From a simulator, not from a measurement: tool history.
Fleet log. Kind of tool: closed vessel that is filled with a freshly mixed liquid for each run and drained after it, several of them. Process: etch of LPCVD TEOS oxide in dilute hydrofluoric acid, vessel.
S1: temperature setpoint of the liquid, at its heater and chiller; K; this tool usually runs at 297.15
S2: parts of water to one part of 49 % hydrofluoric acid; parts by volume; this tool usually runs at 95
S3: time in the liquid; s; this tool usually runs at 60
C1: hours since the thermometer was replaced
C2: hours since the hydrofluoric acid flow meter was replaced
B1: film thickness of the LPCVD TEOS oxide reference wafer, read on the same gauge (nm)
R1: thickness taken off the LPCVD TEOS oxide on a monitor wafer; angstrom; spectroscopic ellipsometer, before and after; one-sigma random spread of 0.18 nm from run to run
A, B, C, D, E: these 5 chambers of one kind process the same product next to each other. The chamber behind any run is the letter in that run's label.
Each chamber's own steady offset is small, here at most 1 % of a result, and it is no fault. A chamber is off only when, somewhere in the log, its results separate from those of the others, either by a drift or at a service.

run,day,S1,S2,S3,C1,C2,B1,R1
# day 0.392: chamber B: thermometer replaced
1D,0.438,297.15,95,60,67.7,406,79.99,306.97
2E,0.875,297.15,95,60,1541.8,49.9,80.001,306.11
3A,1.379,297.15,95,60,125.2,674.5,79.994,306.51
4B,1.746,297.15,95,60,32.5,168.1,79.985,306.63
5C,2.183,297.15,95,60,206.4,410.1,80.023,307.52
6D,2.546,297.15,95,60,118.3,456.6,79.99,307.57
7B,3.067,297.15,95,60,64.2,199.8,80.023,307.31
8A,3.3,297.15,95,60,171.3,720.6,80.022,306.9
# day 3.358: chamber D: hydrofluoric acid flow meter replaced
9C,3.729,297.15,95,60,243.5,447.2,80.012,305.43
10E,4.033,297.15,95,60,1617.6,125.7,80.032,301.87
11C,4.442,297.15,95,60,260.6,464.3,79.988,309.38
12D,4.933,297.15,95,60,175.6,37.8,79.99,306.53
13B,5.267,297.15,95,60,117,252.6,80.036,305.6
14E,5.496,297.15,95,60,1652.7,160.8,79.992,297.96
15A,5.8,297.15,95,60,231.3,780.6,80.016,307.23
16D,6.054,297.15,95,60,202.5,64.7,79.992,309.21
17E,6.429,297.15,95,60,1675.1,183.2,79.983,296.6
18B,6.662,297.15,95,60,150.5,286.1,80.009,306.36
19C,7.05,297.15,95,75,323.2,526.9,79.986,385.03
20A,7.342,297.15,95,75,268.3,817.6,79.995,384.18
21A,7.842,297.15,95,75,280.3,829.6,79.987,379.25
22B,8.288,297.15,95,75,189.5,325.1,79.977,382.07
23D,8.667,297.15,95,75,265.2,127.4,80.015,384.47
24E,8.95,297.15,95,60,1735.6,243.7,80.004,287.37
25C,9.462,297.15,95,60,381.1,584.8,80.005,305.17
26A,9.879,301.15,65,60,329.2,878.5,79.998,550.57
27C,10.138,301.15,65,60,397.3,601,80.005,544.01
28B,10.433,301.15,65,60,241,376.6,79.964,549.79
29E,10.692,301.15,65,60,1777.4,285.5,79.97,520.57
30D,10.946,301.15,65,60,319.9,182.1,79.997,548.71
31D,11.417,297.15,95,60,331.2,193.4,79.998,307.62
32B,11.917,297.15,95,60,276.6,412.2,80.006,305.33
33A,12.258,297.15,95,60,386.3,935.6,80.009,305.68

Has any chamber moved away from the others, gradually or after a service, or does the common gauge drift, or do the chambers differ only by their own small steady offsets? State the chamber and the most likely cause if one applies.

One chamber, E, drifts off from the rest bit by bit.
What lies behind it: liquid colder than its thermometer reads (K) = 1.85.
The log may not separate it from: hydrofluoric acid flow below the setpoint (%).

Here are 4 candidates for chamber E's next run, each the usual settings with a change, their results left as question marks. Which one brings its results back in line with what the others give on the usual settings?
Counts as in line when no further than this from what the other chambers average on the usual settings: R1 6.4 angstrom
34E-1,12.629,293.15,95,60,,,,?
34E-2,12.629,297.15,95,55,,,,?
34E-3,12.629,301.15,95,60,,,,?
34E-4,12.629,297.15,95,65,,,,?

Mean of the other chambers on the usual settings: R1 306.77 angstrom
run,R1
34E-1,240.52
34E-2,259.39
34E-3,331.17
34E-4,306.55
Change 34E-4 lands the chamber within the allowed miss of the other chambers.

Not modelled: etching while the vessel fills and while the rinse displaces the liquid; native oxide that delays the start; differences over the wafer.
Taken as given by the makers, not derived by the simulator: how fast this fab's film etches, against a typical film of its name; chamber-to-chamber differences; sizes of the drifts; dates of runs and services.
